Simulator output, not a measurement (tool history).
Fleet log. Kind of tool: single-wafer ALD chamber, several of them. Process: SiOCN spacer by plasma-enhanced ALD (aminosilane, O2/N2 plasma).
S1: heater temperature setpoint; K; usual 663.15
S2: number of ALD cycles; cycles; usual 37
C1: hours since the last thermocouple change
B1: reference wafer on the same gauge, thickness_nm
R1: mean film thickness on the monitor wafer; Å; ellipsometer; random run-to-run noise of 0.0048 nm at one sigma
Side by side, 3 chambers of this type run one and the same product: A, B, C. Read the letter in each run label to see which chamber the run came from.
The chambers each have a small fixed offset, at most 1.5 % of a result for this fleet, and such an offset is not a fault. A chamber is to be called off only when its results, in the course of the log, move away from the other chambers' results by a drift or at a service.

{"run": "1C", "day": 0.358, "S1": 663.15, "S2": 37, "C1": 2133.7, "B1": 2.2183, "R1": 22.05}
{"run": "2A", "day": 0.746, "S1": 663.15, "S2": 37, "C1": 1280.6, "B1": 2.2208, "R1": 22.078}
{"run": "3B", "day": 0.983, "S1": 663.15, "S2": 37, "C1": 1205.7, "B1": 2.2199, "R1": 22.179}
{"run": "4A", "day": 1.354, "S1": 663.15, "S2": 37, "C1": 1295.2, "B1": 2.22, "R1": 22.174}
{"run": "5B", "day": 1.562, "S1": 663.15, "S2": 37, "C1": 1219.6, "B1": 2.2198, "R1": 22.141}
{"run": "6C", "day": 1.85, "S1": 663.15, "S2": 40, "C1": 2169.5, "B1": 2.2193, "R1": 23.948}
{"run": "7A", "day": 2.204, "S1": 663.15, "S2": 40, "C1": 1315.6, "B1": 2.2198, "R1": 23.968}
{"run": "8B", "day": 2.521, "S1": 663.15, "S2": 40, "C1": 1242.6, "B1": 2.2206, "R1": 23.918}
{"run": "9C", "day": 2.733, "S1": 663.15, "S2": 37, "C1": 2190.7, "B1": 2.2207, "R1": 22.012}
{"run": "10B", "day": 3.112, "S1": 663.15, "S2": 37, "C1": 1256.8, "B1": 2.2207, "R1": 22.139}
{"run": "11C", "day": 3.458, "S1": 663.15, "S2": 37, "C1": 2208.1, "B1": 2.2209, "R1": 22.098}
{"run": "12A", "day": 3.725, "S1": 663.15, "S2": 37, "C1": 1352.1, "B1": 2.2197, "R1": 22.146}
{"run": "13B", "day": 3.938, "S1": 649.15, "S2": 32, "C1": 1276.6, "B1": 2.2198, "R1": 19.105}
{"run": "14A", "day": 4.175, "S1": 649.15, "S2": 32, "C1": 1362.9, "B1": 2.2197, "R1": 19.142}
{"run": "15C", "day": 4.438, "S1": 649.15, "S2": 32, "C1": 2231.6, "B1": 2.2197, "R1": 19.088}
{"run": "16C", "day": 4.838, "S1": 663.15, "S2": 37, "C1": 2241.2, "B1": 2.2188, "R1": 22.005}
{"day": 4.896, "done": "chamber C: thermocouple changed; heater temperature recalibrated"}
{"run": "17A", "day": 5.108, "S1": 663.15, "S2": 37, "C1": 1385.3, "B1": 2.2196, "R1": 22.2}
{"run": "18B", "day": 5.583, "S1": 663.15, "S2": 37, "C1": 1316.1, "B1": 2.2199, "R1": 22.074}
{"run": "19C", "day": 5.85, "S1": 663.15, "S2": 37, "C1": 22.9, "B1": 2.2194, "R1": 22.014}
{"run": "20A", "day": 6.104, "S1": 674.15, "S2": 33, "C1": 1409.2, "B1": 2.2185, "R1": 19.751}
{"run": "21B", "day": 6.325, "S1": 674.15, "S2": 33, "C1": 1333.9, "B1": 2.2202, "R1": 19.636}
{"run": "22B", "day": 6.533, "S1": 674.15, "S2": 33, "C1": 1338.9, "B1": 2.2202, "R1": 19.733}
{"run": "23C", "day": 7.0, "S1": 663.15, "S2": 37, "C1": 50.5, "B1": 2.22, "R1": 22.142}
{"run": "24A", "day": 7.467, "S1": 663.15, "S2": 37, "C1": 1441.9, "B1": 2.2207, "R1": 22.225}
{"run": "25B", "day": 7.812, "S1": 663.15, "S2": 37, "C1": 1369.6, "B1": 2.2204, "R1": 22.099}
{"run": "26A", "day": 8.088, "S1": 663.15, "S2": 37, "C1": 1456.8, "B1": 2.2189, "R1": 22.173}
{"run": "27C", "day": 8.4, "S1": 663.15, "S2": 37, "C1": 84.1, "B1": 2.2202, "R1": 22.077}
{"run": "28B", "day": 8.792, "S1": 663.15, "S2": 37, "C1": 1393.1, "B1": 2.2208, "R1": 22.172}
{"run": "29A", "day": 9.021, "S1": 663.15, "S2": 37, "C1": 1479.2, "B1": 2.2208, "R1": 22.226}
{"run": "30C", "day": 9.258, "S1": 663.15, "S2": 37, "C1": 104.7, "B1": 2.2198, "R1": 22.123}
{"run": "31B", "day": 9.708, "S1": 663.15, "S2": 37, "C1": 1415.1, "B1": 2.2198, "R1": 22.072}
{"run": "32C", "day": 9.917, "S1": 663.15, "S2": 37, "C1": 120.5, "B1": 2.221, "R1": 22.104}
{"run": "33A", "day": 10.262, "S1": 663.15, "S2": 37, "C1": 1509.0, "B1": 2.2186, "R1": 22.179}
{"run": "34B", "day": 10.588, "S1": 663.15, "S2": 37, "C1": 1436.2, "B1": 2.2197, "R1": 22.161}
{"run": "35C", "day": 11.033, "S1": 651.15, "S2": 30, "C1": 147.3, "B1": 2.2185, "R1": 17.941}
{"run": "36A", "day": 11.367, "S1": 651.15, "S2": 30, "C1": 1535.5, "B1": 2.2206, "R1": 17.962}
{"run": "37B", "day": 11.833, "S1": 651.15, "S2": 30, "C1": 1466.1, "B1": 2.2193, "R1": 17.992}
{"run": "38C", "day": 12.158, "S1": 663.15, "S2": 37, "C1": 174.3, "B1": 2.2196, "R1": 22.037}
{"run": "39A", "day": 12.392, "S1": 663.15, "S2": 42, "C1": 1560.1, "B1": 2.221, "R1": 25.193}
{"run": "40A", "day": 12.738, "S1": 663.15, "S2": 42, "C1": 1568.4, "B1": 2.2204, "R1": 25.182}

Which is it: a chamber that has drifted or been left off by a service, a gauge drift common to all chambers, or only each chamber's usual small offset? If a chamber is off, name it and its likeliest cause.

Neither any chamber nor the gauge drifts; the chambers differ only by their own small, steady offsets.
